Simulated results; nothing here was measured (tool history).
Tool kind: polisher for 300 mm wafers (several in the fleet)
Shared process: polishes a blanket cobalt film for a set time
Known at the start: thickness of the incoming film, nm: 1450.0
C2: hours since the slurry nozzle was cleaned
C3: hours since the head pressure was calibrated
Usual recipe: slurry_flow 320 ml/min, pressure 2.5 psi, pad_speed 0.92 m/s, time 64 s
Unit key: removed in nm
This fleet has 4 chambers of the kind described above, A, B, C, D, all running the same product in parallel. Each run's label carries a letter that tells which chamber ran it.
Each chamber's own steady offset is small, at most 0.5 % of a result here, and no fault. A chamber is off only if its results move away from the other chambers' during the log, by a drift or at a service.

{"hour": 4.9, "done": "chamber B: worn pad replaced by a new one"}
{"run": "1B", "hour": 6.6, "slurry_flow": 320, "pressure": 2.5, "pad_speed": 0.92, "time": 64, "wafers polished on this pad": 19, "C2": 555.0, "C3": 740.2, "removed": 416.98}
{"run": "2C", "hour": 13.6, "slurry_flow": 320, "pressure": 2.5, "pad_speed": 0.92, "time": 64, "wafers polished on this pad": 757, "C2": 297.7, "C3": 304.5, "removed": 409.54}
{"run": "3D", "hour": 20.5, "slurry_flow": 320, "pressure": 2.5, "pad_speed": 0.92, "time": 64, "wafers polished on this pad": 392, "C2": 297.0, "C3": 355.9, "removed": 422.63}
{"run": "4A", "hour": 26.7, "slurry_flow": 320, "pressure": 2.5, "pad_speed": 0.92, "time": 64, "wafers polished on this pad": 588, "C2": 536.7, "C3": 56.0, "removed": 423.11}
{"hour": 29.8, "done": "chamber C: head pressure recalibrated"}
{"run": "5A", "hour": 35.4, "slurry_flow": 320, "pressure": 2.5, "pad_speed": 0.92, "time": 64, "wafers polished on this pad": 684, "C2": 545.4, "C3": 64.7, "removed": 416.99}
{"run": "6B", "hour": 43.5, "slurry_flow": 320, "pressure": 2.5, "pad_speed": 0.92, "time": 64, "wafers polished on this pad": 429, "C2": 591.9, "C3": 777.1, "removed": 419.13}
{"hour": 47.8, "done": "chamber C: worn pad replaced by a new one"}
{"run": "7D", "hour": 50.8, "slurry_flow": 320, "pressure": 2.5, "pad_speed": 0.92, "time": 64, "wafers polished on this pad": 728, "C2": 327.3, "C3": 386.2, "removed": 422.71}
{"run": "8C", "hour": 59.3, "slurry_flow": 320, "pressure": 2.5, "pad_speed": 0.92, "time": 64, "wafers polished on this pad": 127, "C2": 343.4, "C3": 29.5, "removed": 430.11}
{"hour": 65.2, "done": "chamber A: worn pad replaced by a new one"}
{"run": "9D", "hour": 65.9, "slurry_flow": 320, "pressure": 2.5, "pad_speed": 0.92, "time": 64, "wafers polished on this pad": 896, "C2": 342.4, "C3": 401.3, "removed": 426.7}
{"run": "10B", "hour": 73.0, "slurry_flow": 320, "pressure": 2.5, "pad_speed": 1.04, "time": 64, "wafers polished on this pad": 756, "C2": 621.4, "C3": 806.6, "removed": 470.4}
{"hour": 81.4, "done": "chamber A: slurry nozzle cleaned"}
{"run": "11C", "hour": 82.5, "slurry_flow": 320, "pressure": 2.5, "pad_speed": 1.04, "time": 64, "wafers polished on this pad": 385, "C2": 366.6, "C3": 52.7, "removed": 472.69}
{"hour": 86.3, "done": "chamber B: head pressure recalibrated"}
{"hour": 89.6, "done": "chamber D: worn pad replaced by a new one"}
{"hour": 91.7, "done": "chamber B: worn pad replaced by a new one"}
{"run": "12A", "hour": 92.3, "slurry_flow": 320, "pressure": 2.5, "pad_speed": 1.04, "time": 64, "wafers polished on this pad": 300, "C2": 10.9, "C3": 121.6, "removed": 473.59}
{"run": "13A", "hour": 98.6, "slurry_flow": 320, "pressure": 2.5, "pad_speed": 1.04, "time": 64, "wafers polished on this pad": 370, "C2": 17.2, "C3": 127.9, "removed": 473.59}
{"run": "14D", "hour": 105.8, "slurry_flow": 320, "pressure": 2.5, "pad_speed": 0.92, "time": 64, "wafers polished on this pad": 180, "C2": 382.3, "C3": 441.2, "removed": 415.9}
{"run": "15C", "hour": 112.1, "slurry_flow": 320, "pressure": 2.5, "pad_speed": 0.92, "time": 64, "wafers polished on this pad": 714, "C2": 396.2, "C3": 82.3, "removed": 415.81}
{"run": "16B", "hour": 121.3, "slurry_flow": 320, "pressure": 2.5, "pad_speed": 0.92, "time": 64, "wafers polished on this pad": 329, "C2": 669.7, "C3": 35.1, "removed": 387.62}
{"run": "17C", "hour": 128.2, "slurry_flow": 320, "pressure": 2.5, "pad_speed": 0.92, "time": 64, "wafers polished on this pad": 893, "C2": 412.3, "C3": 98.4, "removed": 422.45}
{"run": "18B", "hour": 138.0, "slurry_flow": 320, "pressure": 2.5, "pad_speed": 0.92, "time": 64, "wafers polished on this pad": 515, "C2": 686.4, "C3": 51.8, "removed": 376.89}
{"run": "19A", "hour": 142.5, "slurry_flow": 320, "pressure": 2.5, "pad_speed": 0.92, "time": 64, "wafers polished on this pad": 858, "C2": 61.1, "C3": 171.8, "removed": 423.77}
{"hour": 146.6, "done": "chamber C: worn pad replaced by a new one"}
{"run": "20D", "hour": 152.3, "slurry_flow": 320, "pressure": 2.5, "pad_speed": 0.92, "time": 64, "wafers polished on this pad": 697, "C2": 428.8, "C3": 487.7, "removed": 409.89}
{"hour": 159.7, "done": "chamber A: worn pad replaced by a new one"}
{"run": "21D", "hour": 160.5, "slurry_flow": 320, "pressure": 2.5, "pad_speed": 0.92, "time": 64, "wafers polished on this pad": 788, "C2": 437.0, "C3": 495.9, "removed": 412.25}
{"run": "22C", "hour": 164.9, "slurry_flow": 320, "pressure": 2.0, "pad_speed": 0.68, "time": 64, "wafers polished on this pad": 204, "C2": 449.0, "C3": 135.1, "removed": 246.09}
{"run": "23B", "hour": 169.7, "slurry_flow": 320, "pressure": 2.0, "pad_speed": 0.68, "time": 64, "wafers polished on this pad": 867, "C2": 718.1, "C3": 83.5, "removed": 229.17}
{"run": "24A", "hour": 177.2, "slurry_flow": 320, "pressure": 2.0, "pad_speed": 0.68, "time": 64, "wafers polished on this pad": 194, "C2": 95.8, "C3": 206.5, "removed": 256.67}
{"run": "25B", "hour": 186.8, "slurry_flow": 320, "pressure": 2.0, "pad_speed": 0.68, "time": 64, "wafers polished on this pad": 1057, "C2": 735.2, "C3": 100.6, "removed": 222.78}
{"run": "26A", "hour": 194.1, "slurry_flow": 320, "pressure": 2.5, "pad_speed": 0.92, "time": 64, "wafers polished on this pad": 382, "C2": 112.7, "C3": 223.4, "removed": 414.18}
{"run": "27D", "hour": 203.2, "slurry_flow": 320, "pressure": 2.5, "pad_speed": 0.92, "time": 64, "wafers polished on this pad": 1262, "C2": 479.7, "C3": 538.6, "removed": 416.31}

The same settings go to every chamber for the next run, one line per chamber below. Forecast the results for each:
{"run": "28A", "hour": 210.5, "slurry_flow": 320, "pressure": 2.5, "pad_speed": 0.92, "time": 64, "removed": "?"}
{"run": "28B", "hour": 210.5, "slurry_flow": 320, "pressure": 2.5, "pad_speed": 0.92, "time": 64, "removed": "?"}
{"run": "28C", "hour": 210.5, "slurry_flow": 320, "pressure": 2.5, "pad_speed": 0.92, "time": 64, "removed": "?"}
{"run": "28D", "hour": 210.5, "slurry_flow": 320, "pressure": 2.5, "pad_speed": 0.92, "time": 64, "removed": "?"}

run=28A removed=414.38
run=28B removed=379.88
run=28C removed=418.91
run=28D removed=422.48

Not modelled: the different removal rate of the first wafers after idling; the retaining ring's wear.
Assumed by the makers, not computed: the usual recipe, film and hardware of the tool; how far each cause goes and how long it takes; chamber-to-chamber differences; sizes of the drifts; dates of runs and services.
